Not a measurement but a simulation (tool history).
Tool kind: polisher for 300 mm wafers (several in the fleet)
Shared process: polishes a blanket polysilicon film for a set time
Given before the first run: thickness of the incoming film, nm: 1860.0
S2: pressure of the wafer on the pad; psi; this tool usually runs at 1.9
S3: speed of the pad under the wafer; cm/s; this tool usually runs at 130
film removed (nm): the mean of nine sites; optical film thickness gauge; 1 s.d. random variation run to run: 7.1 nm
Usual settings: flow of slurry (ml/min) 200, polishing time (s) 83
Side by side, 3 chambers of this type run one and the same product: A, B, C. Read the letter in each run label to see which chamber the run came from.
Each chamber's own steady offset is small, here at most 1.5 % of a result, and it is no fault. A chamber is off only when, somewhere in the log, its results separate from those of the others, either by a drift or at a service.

{"run": "1B", "hour": 9.4, "flow of slurry (ml/min)": 200, "S2": 1.9, "S3": 130, "polishing time (s)": 83, "film removed (nm)": 722.79}
{"run": "2A", "hour": 19.8, "flow of slurry (ml/min)": 200, "S2": 1.9, "S3": 130, "polishing time (s)": 83, "film removed (nm)": 685.76}
{"hour": 22.0, "done": "chamber C: worn pad replaced by a new one"}
{"run": "3C", "hour": 33.1, "flow of slurry (ml/min)": 200, "S2": 1.9, "S3": 130, "polishing time (s)": 83, "film removed (nm)": 692.65}
{"run": "4A", "hour": 42.2, "flow of slurry (ml/min)": 200, "S2": 1.9, "S3": 130, "polishing time (s)": 83, "film removed (nm)": 699.34}
{"run": "5B", "hour": 49.5, "flow of slurry (ml/min)": 200, "S2": 1.9, "S3": 130, "polishing time (s)": 83, "film removed (nm)": 704.27}
{"run": "6C", "hour": 57.3, "flow of slurry (ml/min)": 200, "S2": 1.9, "S3": 130, "polishing time (s)": 83, "film removed (nm)": 700.26}
{"run": "7B", "hour": 68.0, "flow of slurry (ml/min)": 200, "S2": 1.9, "S3": 130, "polishing time (s)": 83, "film removed (nm)": 705.19}
{"run": "8A", "hour": 82.5, "flow of slurry (ml/min)": 200, "S2": 1.9, "S3": 130, "polishing time (s)": 83, "film removed (nm)": 689.24}
{"run": "9C", "hour": 93.4, "flow of slurry (ml/min)": 200, "S2": 1.9, "S3": 130, "polishing time (s)": 83, "film removed (nm)": 699.77}
{"run": "10A", "hour": 108.3, "flow of slurry (ml/min)": 200, "S2": 1.9, "S3": 116, "polishing time (s)": 83, "film removed (nm)": 629.31}
{"hour": 109.4, "done": "chamber C: worn pad replaced by a new one"}
{"hour": 119.8, "done": "chamber A: worn pad replaced by a new one"}
{"run": "11C", "hour": 120.3, "flow of slurry (ml/min)": 200, "S2": 1.9, "S3": 116, "polishing time (s)": 83, "film removed (nm)": 628.95}
{"run": "12B", "hour": 128.9, "flow of slurry (ml/min)": 200, "S2": 1.9, "S3": 116, "polishing time (s)": 83, "film removed (nm)": 641.44}
{"run": "13B", "hour": 142.8, "flow of slurry (ml/min)": 200, "S2": 1.9, "S3": 130, "polishing time (s)": 83, "film removed (nm)": 703.5}
{"hour": 147.2, "done": "chamber C: head pressure recalibrated"}
{"run": "14C", "hour": 153.9, "flow of slurry (ml/min)": 200, "S2": 1.9, "S3": 130, "polishing time (s)": 83, "film removed (nm)": 712.48}
{"run": "15A", "hour": 166.0, "flow of slurry (ml/min)": 200, "S2": 1.3, "S3": 130, "polishing time (s)": 83, "film removed (nm)": 478.55}
{"run": "16B", "hour": 174.6, "flow of slurry (ml/min)": 200, "S2": 1.3, "S3": 130, "polishing time (s)": 83, "film removed (nm)": 475.23}
{"run": "17A", "hour": 185.1, "flow of slurry (ml/min)": 200, "S2": 1.3, "S3": 130, "polishing time (s)": 83, "film removed (nm)": 471.72}
{"run": "18C", "hour": 193.0, "flow of slurry (ml/min)": 200, "S2": 1.9, "S3": 130, "polishing time (s)": 83, "film removed (nm)": 700.65}
{"run": "19A", "hour": 201.3, "flow of slurry (ml/min)": 200, "S2": 1.9, "S3": 130, "polishing time (s)": 83, "film removed (nm)": 704.9}
{"hour": 207.0, "done": "chamber C: worn pad replaced by a new one"}
{"run": "20B", "hour": 216.0, "flow of slurry (ml/min)": 200, "S2": 1.9, "S3": 130, "polishing time (s)": 83, "film removed (nm)": 677.97}
{"run": "21C", "hour": 225.3, "flow of slurry (ml/min)": 200, "S2": 1.9, "S3": 130, "polishing time (s)": 83, "film removed (nm)": 710.1}
{"run": "22C", "hour": 237.5, "flow of slurry (ml/min)": 200, "S2": 1.9, "S3": 130, "polishing time (s)": 83, "film removed (nm)": 706.9}
{"hour": 249.5, "done": "chamber A: slurry nozzle cleaned"}
{"run": "23A", "hour": 252.9, "flow of slurry (ml/min)": 200, "S2": 1.9, "S3": 130, "polishing time (s)": 83, "film removed (nm)": 701.12}
{"run": "24B", "hour": 260.6, "flow of slurry (ml/min)": 200, "S2": 1.9, "S3": 130, "polishing time (s)": 83, "film removed (nm)": 677.19}
{"hour": 263.7, "done": "chamber A: worn pad replaced by a new one"}
{"run": "25A", "hour": 268.8, "flow of slurry (ml/min)": 170, "S2": 1.9, "S3": 130, "polishing time (s)": 83, "film removed (nm)": 686.08}
{"run": "26B", "hour": 279.3, "flow of slurry (ml/min)": 170, "S2": 1.9, "S3": 130, "polishing time (s)": 83, "film removed (nm)": 658.63}
{"run": "27C", "hour": 289.4, "flow of slurry (ml/min)": 170, "S2": 1.9, "S3": 130, "polishing time (s)": 83, "film removed (nm)": 685.29}
{"hour": 289.6, "done": "chamber C: worn pad replaced by a new one"}
{"run": "28C", "hour": 300.9, "flow of slurry (ml/min)": 200, "S2": 1.9, "S3": 130, "polishing time (s)": 83, "film removed (nm)": 719.72}
{"run": "29B", "hour": 313.8, "flow of slurry (ml/min)": 200, "S2": 1.9, "S3": 130, "polishing time (s)": 83, "film removed (nm)": 653.41}

Has any chamber moved away from the others, gradually or after a service, or does the common gauge drift, or do the chambers differ only by their own small steady offsets? State the chamber and the most likely cause if one applies.

One chamber, B, drifts off from the rest bit by bit.
Cause: removal rate lost through wear of the pad, % = 7.7.
Not necessarily distinguishable in this log from: slurry flow missing at the pad, %; head's pressure below its setpoint, %.

Below are 4 candidate recipes for chamber B's next run, each the usual settings with a change, their results shown as question marks. Which of them brings B's results back in line with what the other chambers give on the usual settings?
To be in line, a result may differ from the other chambers' mean on the usual settings by at most: film removed (nm) 25.00
{"run": "30B-1", "hour": 325.1, "flow of slurry (ml/min)": 200, "S2": 2.0, "S3": 136, "polishing time (s)": 86, "film removed (nm)": "?"}
{"run": "30B-2", "hour": 325.1, "flow of slurry (ml/min)": 135, "S2": 1.9, "S3": 130, "polishing time (s)": 83, "film removed (nm)": "?"}
{"run": "30B-3", "hour": 325.1, "flow of slurry (ml/min)": 200, "S2": 1.8, "S3": 124, "polishing time (s)": 80, "film removed (nm)": "?"}
{"run": "30B-4", "hour": 325.1, "flow of slurry (ml/min)": 200, "S2": 1.9, "S3": 134, "polishing time (s)": 86, "film removed (nm)": "?"}

Mean of the other chambers on the usual settings: film removed (nm) 703.02
run=30B-1 film_removed_(nm)=748.06
run=30B-2 film_removed_(nm)=615.49
run=30B-3 film_removed_(nm)=571.15
run=30B-4 film_removed_(nm)=700.20
30B-4 is the one that brings the chamber's results back in line with the other chambers.

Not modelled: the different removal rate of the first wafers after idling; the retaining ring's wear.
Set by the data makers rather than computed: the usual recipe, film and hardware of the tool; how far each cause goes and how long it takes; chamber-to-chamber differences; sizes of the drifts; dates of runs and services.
